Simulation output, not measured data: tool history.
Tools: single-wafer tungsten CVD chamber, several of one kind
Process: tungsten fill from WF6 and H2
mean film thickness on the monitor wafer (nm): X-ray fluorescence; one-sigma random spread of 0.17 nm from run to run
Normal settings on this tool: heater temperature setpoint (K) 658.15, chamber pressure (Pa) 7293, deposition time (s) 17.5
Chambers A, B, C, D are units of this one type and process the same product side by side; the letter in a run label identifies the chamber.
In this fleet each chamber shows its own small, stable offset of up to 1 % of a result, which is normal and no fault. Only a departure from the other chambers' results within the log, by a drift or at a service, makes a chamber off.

run,hour,heater temperature setpoint (K),chamber pressure (Pa),deposition time (s),"read-back reference wafer on the same gauge, thickness_nm",mean film thickness on the monitor wafer (nm)
1B,2.1,658.15,7293,17.5,40.615,50.767
2A,5.5,658.15,7293,17.5,40.61,50.005
3C,9.8,658.15,7293,17.5,40.609,49.979
4D,12.6,658.15,7293,17.5,40.598,50.371
5D,15.6,658.15,7293,17.5,40.576,50.175
6B,18.7,658.15,7293,16.3,40.628,47.151
7A,23.2,658.15,7293,16.3,40.594,46.634
8C,25.3,658.15,7293,16.3,40.63,46.594
9D,27.6,658.15,7293,16.3,40.575,46.878
10B,32.2,658.15,7293,17.5,40.625,50.56
11A,36.6,658.15,7293,17.5,40.613,50.154
12C,39.9,658.15,7293,17.5,40.609,49.848
13A,42.3,658.15,7293,17.5,40.615,50.374
14D,45.7,669.15,7293,20.8,40.587,73.999
15C,49.8,669.15,7293,20.8,40.612,74.174
16B,51.8,669.15,7293,20.8,40.594,74.614
# hour 53.7: chamber A: capacitance manometer re-zeroed and calibrated
17A,54.5,669.15,7293,20.8,40.573,71.503
18D,57.3,658.15,7293,17.5,40.596,50.543
19C,60.3,658.15,7293,17.5,40.592,49.979
20B,64.4,648.15,7293,17.5,40.606,41.761
21A,68.5,648.15,7293,17.5,40.586,40.189
22B,72.3,648.15,7293,17.5,40.597,41.66
23D,74.3,648.15,7293,17.5,40.593,41.198
24C,78.2,658.15,7293,17.5,40.622,49.778
25C,82.3,658.15,7293,17.5,40.581,50.15
26B,86.5,658.15,7293,17.5,40.615,50.643
27A,88.9,658.15,7293,17.5,40.621,48.679
28D,91.8,666.15,5586,17.5,40.62,52.111
29A,95.1,666.15,5586,17.5,40.561,50.505
30B,97.7,666.15,5586,17.5,40.576,52.425
31D,102.1,666.15,5586,17.5,40.613,52.103
32C,105.4,658.15,7293,17.5,40.569,50.187
33C,108.3,658.15,7293,17.5,40.595,49.916

What goes on in this fleet: one chamber off, a drifting gauge, or nothing beyond the chambers' own small offsets? Name the chamber and the cause, if any.

Chamber A came out of a service off from its peers and stayed that way.
Likeliest cause: true pressure below the setpoint (%) = 6.12.

Chamber A could run next with any of the 4 candidate recipes listed below; each alters the usual settings, and their results appear as question marks. Which one brings its results back in line with what the other chambers deliver on the usual settings?
Counts as in line when no further than this from what the other chambers average on the usual settings: mean film thickness on the monitor wafer (nm) 0.59
34A-1,111.6,658.15,8399,17.5,,?
34A-2,111.6,657.15,7293,17.3,,?
34A-3,111.6,659.15,7333,17.6,,?
34A-4,111.6,656.15,7293,17.1,,?

Usual-settings mean across the other chambers: mean film thickness on the monitor wafer (nm) 50.32
run,mean film thickness on the monitor wafer (nm)
34A-1,51.985
34A-2,47.366
34A-3,50.232
34A-4,45.906
The answer is 34A-3, which returns the chamber to within the allowed miss of the others.

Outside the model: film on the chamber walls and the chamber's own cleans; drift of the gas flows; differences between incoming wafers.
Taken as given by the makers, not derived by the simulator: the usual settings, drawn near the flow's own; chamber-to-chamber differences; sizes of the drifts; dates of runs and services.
